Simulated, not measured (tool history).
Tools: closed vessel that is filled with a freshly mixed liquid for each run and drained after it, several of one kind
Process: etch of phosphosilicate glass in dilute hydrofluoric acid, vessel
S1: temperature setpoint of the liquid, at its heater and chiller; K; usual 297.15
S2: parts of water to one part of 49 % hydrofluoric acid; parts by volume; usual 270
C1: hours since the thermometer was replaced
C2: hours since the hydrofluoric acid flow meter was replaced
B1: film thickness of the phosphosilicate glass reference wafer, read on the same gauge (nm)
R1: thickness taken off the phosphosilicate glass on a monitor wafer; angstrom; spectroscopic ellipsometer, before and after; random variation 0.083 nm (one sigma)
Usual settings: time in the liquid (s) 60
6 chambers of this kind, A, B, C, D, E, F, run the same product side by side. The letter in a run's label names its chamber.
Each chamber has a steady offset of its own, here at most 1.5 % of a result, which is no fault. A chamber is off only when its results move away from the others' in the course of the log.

run 1B day=0.333 | S1=297.15 S2=270 time_in_the_liquid_(s)=60 | C1=1061.1 C2=1073.8 | B1=39.997 | R1=202.89
run 2D day=0.7 | S1=297.15 S2=270 time_in_the_liquid_(s)=60 | C1=1182.4 C2=327.7 | B1=40.025 | R1=204.49
run 3E day=1.154 | S1=297.15 S2=270 time_in_the_liquid_(s)=60 | C1=42.4 C2=1146.6 | B1=39.983 | R1=200.89
run 4A day=1.604 | S1=297.15 S2=270 time_in_the_liquid_(s)=60 | C1=985.6 C2=323.9 | B1=39.98 | R1=201.36
run 5C day=2.025 | S1=297.15 S2=270 time_in_the_liquid_(s)=60 | C1=675.8 C2=462.3 | B1=40.013 | R1=200.39
run 6F day=2.321 | S1=297.15 S2=270 time_in_the_liquid_(s)=60 | C1=1036.1 C2=363 | B1=39.999 | R1=200.89
run 7E day=2.921 | S1=297.15 S2=270 time_in_the_liquid_(s)=60 | C1=84.8 C2=1189 | B1=39.991 | R1=200.46
run 8C day=3.225 | S1=297.15 S2=270 time_in_the_liquid_(s)=60 | C1=704.6 C2=491.1 | B1=40.001 | R1=201.11
run 9F day=3.592 | S1=297.15 S2=270 time_in_the_liquid_(s)=60 | C1=1066.6 C2=393.5 | B1=40.005 | R1=201.56
run 10A day=4.075 | S1=295.15 S2=270 time_in_the_liquid_(s)=60 | C1=1044.9 C2=383.2 | B1=39.996 | R1=188.89
run 11B day=4.629 | S1=295.15 S2=270 time_in_the_liquid_(s)=60 | C1=1164.2 C2=1176.9 | B1=40.014 | R1=187.83
run 12D day=5.192 | S1=295.15 S2=270 time_in_the_liquid_(s)=60 | C1=1290.2 C2=435.5 | B1=39.972 | R1=190.33
run 13B day=5.829 | S1=295.15 S2=270 time_in_the_liquid_(s)=60 | C1=1193 C2=1205.7 | B1=40.015 | R1=189.07
run 14C day=6.138 | S1=295.15 S2=270 time_in_the_liquid_(s)=60 | C1=774.5 C2=561 | B1=40 | R1=186.59
run 15D day=6.546 | S1=295.15 S2=270 time_in_the_liquid_(s)=60 | C1=1322.7 C2=468 | B1=39.988 | R1=190.54
run 16E day=7.162 | S1=301.65 S2=320 time_in_the_liquid_(s)=60 | C1=186.6 C2=1290.8 | B1=39.999 | R1=188.7
-- day=7.521 chamber E: hydrofluoric acid flow meter replaced
run 17A day=7.667 | S1=301.65 S2=320 time_in_the_liquid_(s)=60 | C1=1131.1 C2=469.4 | B1=40.029 | R1=187.78
run 18F day=8.092 | S1=301.65 S2=320 time_in_the_liquid_(s)=60 | C1=1174.6 C2=501.5 | B1=40.012 | R1=187.95
run 19A day=8.479 | S1=301.65 S2=320 time_in_the_liquid_(s)=60 | C1=1150.6 C2=488.9 | B1=40.019 | R1=190.15
run 20B day=9.104 | S1=301.65 S2=320 time_in_the_liquid_(s)=60 | C1=1271.6 C2=1284.3 | B1=40.001 | R1=189.16
run 21C day=9.421 | S1=301.65 S2=320 time_in_the_liquid_(s)=60 | C1=853.3 C2=639.8 | B1=39.998 | R1=187.17
-- day=9.55 chamber C: hydrofluoric acid flow meter replaced
run 22F day=10.033 | S1=295.15 S2=270 time_in_the_liquid_(s)=60 | C1=1221.2 C2=548.1 | B1=40.01 | R1=188.51
run 23E day=10.504 | S1=295.15 S2=270 time_in_the_liquid_(s)=60 | C1=266.8 C2=71.7 | B1=39.995 | R1=187.97
run 24D day=11.117 | S1=295.15 S2=270 time_in_the_liquid_(s)=60 | C1=1432.4 C2=577.7 | B1=39.983 | R1=186.7
run 25D day=11.625 | S1=295.15 S2=270 time_in_the_liquid_(s)=60 | C1=1444.6 C2=589.9 | B1=40.007 | R1=186.93
run 26A day=12.012 | S1=295.15 S2=270 time_in_the_liquid_(s)=60 | C1=1235.4 C2=573.7 | B1=39.995 | R1=190.07
run 27B day=12.533 | S1=295.15 S2=270 time_in_the_liquid_(s)=60 | C1=1353.9 C2=1366.6 | B1=39.996 | R1=188.66
run 28C day=12.925 | S1=297.15 S2=270 time_in_the_liquid_(s)=60 | C1=937.4 C2=81 | B1=40.024 | R1=202.12
run 29F day=13.221 | S1=297.15 S2=270 time_in_the_liquid_(s)=60 | C1=1297.7 C2=624.6 | B1=39.989 | R1=201.22
run 30E day=13.75 | S1=297.15 S2=270 time_in_the_liquid_(s)=60 | C1=344.7 C2=149.6 | B1=39.993 | R1=200.8
run 31D day=14.296 | S1=297.15 S2=270 time_in_the_liquid_(s)=60 | C1=1508.7 C2=654 | B1=40.012 | R1=197.98
run 32A day=14.596 | S1=297.15 S2=270 time_in_the_liquid_(s)=60 | C1=1297.4 C2=635.7 | B1=39.958 | R1=202.11
run 33E day=14.892 | S1=297.15 S2=270 time_in_the_liquid_(s)=60 | C1=372.1 C2=177 | B1=40.013 | R1=199.26
run 34B day=15.312 | S1=297.15 S2=270 time_in_the_liquid_(s)=60 | C1=1420.6 C2=1433.3 | B1=39.978 | R1=202.08
run 35C day=15.725 | S1=297.15 S2=270 time_in_the_liquid_(s)=60 | C1=1004.6 C2=148.2 | B1=40.025 | R1=201.86
run 36F day=16.071 | S1=297.15 S2=270 time_in_the_liquid_(s)=60 | C1=1366.1 C2=693 | B1=40.006 | R1=201.31
run 37C day=16.358 | S1=297.15 S2=270 time_in_the_liquid_(s)=60 | C1=1019.8 C2=163.4 | B1=39.998 | R1=202.36
run 38A day=16.942 | S1=293.15 S2=155 time_in_the_liquid_(s)=60 | C1=1353.7 C2=692 | B1=40.005 | R1=340.07
run 39F day=17.396 | S1=293.15 S2=155 time_in_the_liquid_(s)=60 | C1=1397.9 C2=724.8 | B1=40.005 | R1=343.97
run 40B day=17.962 | S1=293.15 S2=155 time_in_the_liquid_(s)=60 | C1=1484.2 C2=1496.9 | B1=39.998 | R1=334.2
run 41E day=18.542 | S1=293.15 S2=155 time_in_the_liquid_(s)=60 | C1=459.7 C2=264.6 | B1=40.014 | R1=335.24

Is one chamber off against the others, does the gauge drift, or is nothing wrong? If a chamber is off, say which, and what the likeliest cause is.

Chamber D drifts away from the others.
Cause: hydrofluoric acid flow below the setpoint (%) = 4.18.
The log may not tell that from: liquid colder than its thermometer reads (K).

Here are 4 candidates for chamber D's next run, each the usual settings with a change, their results left as question marks. Which one brings its results back in line with what the others give on the usual settings?
In line means no further than this from the other chambers' mean on the usual settings: R1 2.9 angstrom
run 42D-1 day=19 | S1=298.15 S2=270 time_in_the_liquid_(s)=60 | R1=?
run 42D-2 day=19 | S1=297.15 S2=255 time_in_the_liquid_(s)=60 | R1=?
run 42D-3 day=19 | S1=296.15 S2=270 time_in_the_liquid_(s)=60 | R1=?
run 42D-4 day=19 | S1=295.15 S2=270 time_in_the_liquid_(s)=60 | R1=?

The other chambers' mean on the usual settings: R1 201.63 angstrom
run=42D-1 R1=201
run=42D-2 R1=208.52
run=42D-3 R1=187.37
run=42D-4 R1=180.78
42D-1 brings the chamber back in line.

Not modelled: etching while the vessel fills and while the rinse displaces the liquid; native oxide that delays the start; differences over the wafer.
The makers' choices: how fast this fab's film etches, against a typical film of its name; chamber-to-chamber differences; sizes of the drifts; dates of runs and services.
